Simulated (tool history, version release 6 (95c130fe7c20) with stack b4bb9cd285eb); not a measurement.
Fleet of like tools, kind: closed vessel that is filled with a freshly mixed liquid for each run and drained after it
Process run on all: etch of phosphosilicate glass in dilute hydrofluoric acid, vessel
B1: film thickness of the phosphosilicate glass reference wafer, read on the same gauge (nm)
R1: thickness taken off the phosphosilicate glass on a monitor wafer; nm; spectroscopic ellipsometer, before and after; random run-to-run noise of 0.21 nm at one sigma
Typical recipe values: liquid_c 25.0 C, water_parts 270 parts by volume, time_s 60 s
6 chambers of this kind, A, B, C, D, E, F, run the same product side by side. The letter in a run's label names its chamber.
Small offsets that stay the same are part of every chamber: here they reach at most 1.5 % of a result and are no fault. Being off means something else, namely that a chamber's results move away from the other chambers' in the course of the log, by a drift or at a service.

{"run": "1F", "hour": 6.1, "liquid_c": 25.0, "water_parts": 270, "time_s": 60, "B1": 109.96, "R1": 38.977}
{"run": "2C", "hour": 11.1, "liquid_c": 25.0, "water_parts": 270, "time_s": 60, "B1": 110.03, "R1": 38.062}
{"run": "3D", "hour": 19.5, "liquid_c": 25.0, "water_parts": 270, "time_s": 60, "B1": 110.0, "R1": 37.674}
{"run": "4A", "hour": 27.2, "liquid_c": 25.0, "water_parts": 270, "time_s": 60, "B1": 109.98, "R1": 38.247}
{"run": "5E", "hour": 32.5, "liquid_c": 25.0, "water_parts": 270, "time_s": 60, "B1": 110.03, "R1": 38.669}
{"run": "6B", "hour": 38.3, "liquid_c": 25.0, "water_parts": 270, "time_s": 60, "B1": 109.97, "R1": 38.127}
{"run": "7D", "hour": 47.1, "liquid_c": 25.0, "water_parts": 270, "time_s": 60, "B1": 109.96, "R1": 37.83}
{"run": "8F", "hour": 54.5, "liquid_c": 25.0, "water_parts": 270, "time_s": 60, "B1": 110.01, "R1": 38.388}
{"run": "9E", "hour": 61.4, "liquid_c": 25.0, "water_parts": 270, "time_s": 60, "B1": 109.97, "R1": 38.434}
{"run": "10B", "hour": 66.4, "liquid_c": 25.0, "water_parts": 270, "time_s": 60, "B1": 110.06, "R1": 38.536}
{"run": "11C", "hour": 74.8, "liquid_c": 27.5, "water_parts": 225, "time_s": 60, "B1": 109.98, "R1": 51.993}
{"run": "12A", "hour": 83.8, "liquid_c": 27.5, "water_parts": 225, "time_s": 60, "B1": 110.05, "R1": 51.954}
{"run": "13B", "hour": 91.1, "liquid_c": 27.5, "water_parts": 225, "time_s": 60, "B1": 110.04, "R1": 52.565}
{"run": "14F", "hour": 99.9, "liquid_c": 27.5, "water_parts": 225, "time_s": 60, "B1": 110.0, "R1": 53.54}
{"hour": 103.3, "done": "chamber B: thermometer replaced"}
{"run": "15E", "hour": 104.2, "liquid_c": 27.5, "water_parts": 225, "time_s": 60, "B1": 110.0, "R1": 52.281}
{"run": "16C", "hour": 110.7, "liquid_c": 27.5, "water_parts": 225, "time_s": 60, "B1": 110.03, "R1": 52.168}
{"run": "17D", "hour": 117.6, "liquid_c": 25.0, "water_parts": 270, "time_s": 60, "B1": 110.08, "R1": 37.908}
{"run": "18A", "hour": 124.9, "liquid_c": 25.0, "water_parts": 270, "time_s": 60, "B1": 110.01, "R1": 37.053}
{"run": "19F", "hour": 130.6, "liquid_c": 25.0, "water_parts": 270, "time_s": 60, "B1": 110.0, "R1": 38.746}
{"run": "20C", "hour": 138.0, "liquid_c": 25.0, "water_parts": 270, "time_s": 60, "B1": 110.07, "R1": 37.803}
{"run": "21B", "hour": 145.7, "liquid_c": 25.0, "water_parts": 270, "time_s": 60, "B1": 110.04, "R1": 38.262}
{"run": "22E", "hour": 150.8, "liquid_c": 25.0, "water_parts": 270, "time_s": 60, "B1": 110.04, "R1": 38.411}
{"run": "23A", "hour": 158.8, "liquid_c": 25.0, "water_parts": 270, "time_s": 60, "B1": 110.0, "R1": 36.776}
{"run": "24D", "hour": 166.2, "liquid_c": 25.0, "water_parts": 270, "time_s": 60, "B1": 109.97, "R1": 37.936}
{"run": "25E", "hour": 173.9, "liquid_c": 25.0, "water_parts": 270, "time_s": 60, "B1": 110.02, "R1": 38.392}
{"run": "26B", "hour": 183.0, "liquid_c": 25.0, "water_parts": 270, "time_s": 60, "B1": 110.01, "R1": 38.296}
{"run": "27F", "hour": 187.8, "liquid_c": 25.0, "water_parts": 270, "time_s": 60, "B1": 109.99, "R1": 38.46}
{"run": "28A", "hour": 193.0, "liquid_c": 25.0, "water_parts": 270, "time_s": 60, "B1": 110.02, "R1": 36.446}
{"run": "29C", "hour": 200.9, "liquid_c": 25.0, "water_parts": 270, "time_s": 60, "B1": 110.01, "R1": 37.426}
{"run": "30D", "hour": 207.7, "liquid_c": 25.0, "water_parts": 270, "time_s": 60, "B1": 110.0, "R1": 37.801}
{"run": "31B", "hour": 212.4, "liquid_c": 25.0, "water_parts": 270, "time_s": 60, "B1": 109.96, "R1": 38.361}
{"run": "32D", "hour": 216.4, "liquid_c": 21.0, "water_parts": 270, "time_s": 75, "B1": 109.94, "R1": 41.212}
{"run": "33C", "hour": 221.8, "liquid_c": 21.0, "water_parts": 270, "time_s": 75, "B1": 110.04, "R1": 40.944}
{"run": "34A", "hour": 229.3, "liquid_c": 21.0, "water_parts": 270, "time_s": 75, "B1": 110.0, "R1": 39.006}
{"run": "35E", "hour": 234.5, "liquid_c": 21.0, "water_parts": 270, "time_s": 75, "B1": 110.02, "R1": 41.616}
{"run": "36F", "hour": 243.0, "liquid_c": 21.0, "water_parts": 270, "time_s": 75, "B1": 110.01, "R1": 41.762}
{"run": "37A", "hour": 248.1, "liquid_c": 21.0, "water_parts": 270, "time_s": 75, "B1": 109.94, "R1": 38.614}
{"run": "38C", "hour": 256.3, "liquid_c": 25.0, "water_parts": 270, "time_s": 60, "B1": 110.0, "R1": 37.624}
{"run": "39E", "hour": 265.2, "liquid_c": 25.0, "water_parts": 270, "time_s": 60, "B1": 110.07, "R1": 38.344}
{"run": "40D", "hour": 269.5, "liquid_c": 25.0, "water_parts": 270, "time_s": 60, "B1": 110.03, "R1": 37.897}
{"run": "41B", "hour": 275.8, "liquid_c": 25.0, "water_parts": 270, "time_s": 60, "B1": 110.04, "R1": 38.33}

All chambers now run identical settings, listed one chamber a line with results as question marks. What results will each chamber show?
{"run": "42A", "hour": 282.3, "liquid_c": 25.0, "water_parts": 200, "time_s": 60, "R1": "?"}
{"run": "42B", "hour": 282.3, "liquid_c": 25.0, "water_parts": 200, "time_s": 60, "R1": "?"}
{"run": "42C", "hour": 282.3, "liquid_c": 25.0, "water_parts": 200, "time_s": 60, "R1": "?"}
{"run": "42D", "hour": 282.3, "liquid_c": 25.0, "water_parts": 200, "time_s": 60, "R1": "?"}
{"run": "42E", "hour": 282.3, "liquid_c": 25.0, "water_parts": 200, "time_s": 60, "R1": "?"}
{"run": "42F", "hour": 282.3, "liquid_c": 25.0, "water_parts": 200, "time_s": 60, "R1": "?"}

run=42A R1=50.965
run=42B R1=55.665
run=42C R1=54.778
run=42D R1=55.057
run=42E R1=55.661
run=42F R1=56.167
